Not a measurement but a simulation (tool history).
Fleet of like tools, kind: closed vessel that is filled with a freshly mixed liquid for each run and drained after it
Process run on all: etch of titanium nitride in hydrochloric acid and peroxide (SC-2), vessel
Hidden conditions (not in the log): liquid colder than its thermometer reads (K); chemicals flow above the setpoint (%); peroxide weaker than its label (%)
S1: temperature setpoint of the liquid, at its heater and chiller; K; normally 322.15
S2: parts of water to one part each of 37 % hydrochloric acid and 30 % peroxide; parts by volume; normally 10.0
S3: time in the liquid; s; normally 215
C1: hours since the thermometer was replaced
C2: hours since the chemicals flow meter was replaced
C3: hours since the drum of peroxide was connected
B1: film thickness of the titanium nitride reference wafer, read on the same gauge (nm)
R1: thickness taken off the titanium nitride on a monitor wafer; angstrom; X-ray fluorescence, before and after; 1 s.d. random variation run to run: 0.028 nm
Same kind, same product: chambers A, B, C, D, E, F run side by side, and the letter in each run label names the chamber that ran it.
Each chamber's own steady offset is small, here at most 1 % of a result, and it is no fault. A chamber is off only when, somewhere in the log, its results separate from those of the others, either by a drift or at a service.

| run | hour | S1 | S2 | S3 | C1 | C2 | C3 | B1 | R1 |
|---|---|---|---|---|---|---|---|---|---|
| 1C | 6.4 | 322.15 | 10.0 | 215 | 676.9 | 540.9 | 707.6 | 29.980 | 81.657 |
| 2F | 13.5 | 322.15 | 10.0 | 215 | 1409.9 | 400.7 | 421.7 | 29.981 | 81.303 |
| 3B | 18.5 | 322.15 | 10.0 | 215 | 191.2 | 85.3 | 456.8 | 29.975 | 81.246 |
| 4A | 23.1 | 322.15 | 10.0 | 215 | 1803.5 | 222.1 | 410.6 | 29.986 | 81.091 |
| 5E | 28.4 | 322.15 | 10.0 | 215 | 1313.2 | 54.6 | 67.5 | 29.994 | 80.591 |
| 6D | 34.4 | 322.15 | 10.0 | 215 | 226.3 | 572.8 | 694.9 | 30.006 | 79.753 |
| 7E | 40.0 | 322.15 | 10.0 | 215 | 1324.8 | 66.2 | 79.1 | 29.992 | 80.640 |
| 8F | 47.0 | 322.15 | 10.0 | 215 | 1443.4 | 434.2 | 455.2 | 30.013 | 80.599 |
|  | 52.8 | chamber B: new drum of peroxide connected |
| 9B | 54.9 | 322.15 | 10.0 | 215 | 227.6 | 121.7 | 2.1 | 30.004 | 81.100 |
| 10A | 59.4 | 322.15 | 10.0 | 215 | 1839.8 | 258.4 | 446.9 | 30.003 | 80.690 |
| 11D | 66.2 | 322.15 | 10.0 | 215 | 258.1 | 604.6 | 726.7 | 29.998 | 80.071 |
| 12C | 72.0 | 322.15 | 10.0 | 215 | 742.5 | 606.5 | 773.2 | 30.016 | 81.788 |
| 13D | 78.1 | 322.15 | 10.0 | 215 | 270.0 | 616.5 | 738.6 | 29.997 | 79.945 |
| 14B | 86.2 | 322.15 | 10.0 | 215 | 258.9 | 153.0 | 33.4 | 29.975 | 80.701 |
| 15A | 92.4 | 322.15 | 10.0 | 215 | 1872.8 | 291.4 | 479.9 | 30.020 | 81.147 |
| 16E | 99.6 | 322.15 | 10.0 | 215 | 1384.4 | 125.8 | 138.7 | 30.004 | 80.226 |
| 17C | 106.6 | 322.15 | 10.0 | 215 | 777.1 | 641.1 | 807.8 | 29.991 | 81.043 |
| 18F | 112.7 | 322.15 | 10.0 | 215 | 1509.1 | 499.9 | 520.9 | 29.972 | 80.482 |
| 19D | 119.3 | 322.15 | 10.0 | 215 | 311.2 | 657.7 | 779.8 | 29.996 | 79.236 |
| 20A | 124.1 | 322.15 | 10.0 | 215 | 1904.5 | 323.1 | 511.6 | 30.008 | 80.611 |
| 21B | 130.7 | 322.15 | 10.0 | 215 | 303.4 | 197.5 | 77.9 | 30.003 | 80.171 |
| 22F | 138.6 | 322.15 | 10.0 | 215 | 1535.0 | 525.8 | 546.8 | 29.995 | 80.680 |
| 23E | 143.7 | 322.15 | 10.0 | 215 | 1428.5 | 169.9 | 182.8 | 29.999 | 80.546 |
| 24C | 152.0 | 322.15 | 10.0 | 215 | 822.5 | 686.5 | 853.2 | 29.996 | 81.711 |
| 25D | 159.2 | 322.15 | 10.0 | 215 | 351.1 | 697.6 | 819.7 | 30.004 | 79.920 |
| 26E | 164.4 | 322.15 | 10.0 | 215 | 1449.2 | 190.6 | 203.5 | 29.979 | 80.615 |
| 27B | 170.7 | 331.15 | 10.0 | 155 | 343.4 | 237.5 | 117.9 | 29.998 | 104.740 |
|  | 174.7 | chamber D: chemicals flow meter replaced |
| 28A | 178.6 | 331.15 | 10.0 | 155 | 1959.0 | 377.6 | 566.1 | 30.005 | 105.390 |
| 29C | 183.2 | 331.15 | 10.0 | 155 | 853.7 | 717.7 | 884.4 | 29.998 | 106.200 |
| 30F | 188.8 | 331.15 | 10.0 | 155 | 1585.2 | 576.0 | 597.0 | 30.001 | 103.710 |
| 31E | 197.1 | 331.15 | 10.0 | 155 | 1481.9 | 223.3 | 236.2 | 30.005 | 104.130 |
| 32C | 202.7 | 331.15 | 10.0 | 155 | 873.2 | 737.2 | 903.9 | 29.989 | 105.480 |
| 33B | 208.9 | 322.15 | 10.0 | 215 | 381.6 | 275.7 | 156.1 | 30.004 | 80.213 |
| 34D | 213.0 | 322.15 | 10.0 | 215 | 404.9 | 38.4 | 873.5 | 29.996 | 80.090 |
| 35A | 220.2 | 322.15 | 10.0 | 215 | 2000.6 | 419.2 | 607.7 | 30.012 | 80.808 |
| 36F | 228.7 | 322.15 | 12.5 | 215 | 1625.1 | 615.9 | 636.9 | 30.010 | 66.705 |
| 37C | 235.8 | 322.15 | 12.5 | 215 | 906.3 | 770.3 | 937.0 | 29.996 | 67.554 |
| 38E | 243.1 | 322.15 | 12.5 | 215 | 1527.9 | 269.3 | 282.2 | 30.000 | 66.682 |
| 39D | 247.6 | 322.15 | 12.5 | 215 | 439.5 | 73.0 | 908.1 | 29.992 | 65.750 |
| 40A | 253.5 | 322.15 | 12.5 | 215 | 2033.9 | 452.5 | 641.0 | 30.011 | 67.457 |

Which is it: a chamber that has drifted or been left off by a service, a gauge drift common to all chambers, or only each chamber's usual small offset? If a chamber is off, name it and its likeliest cause.

The fleet is healthy, with each chamber sitting at its usual small offset and no drift in the gauge.
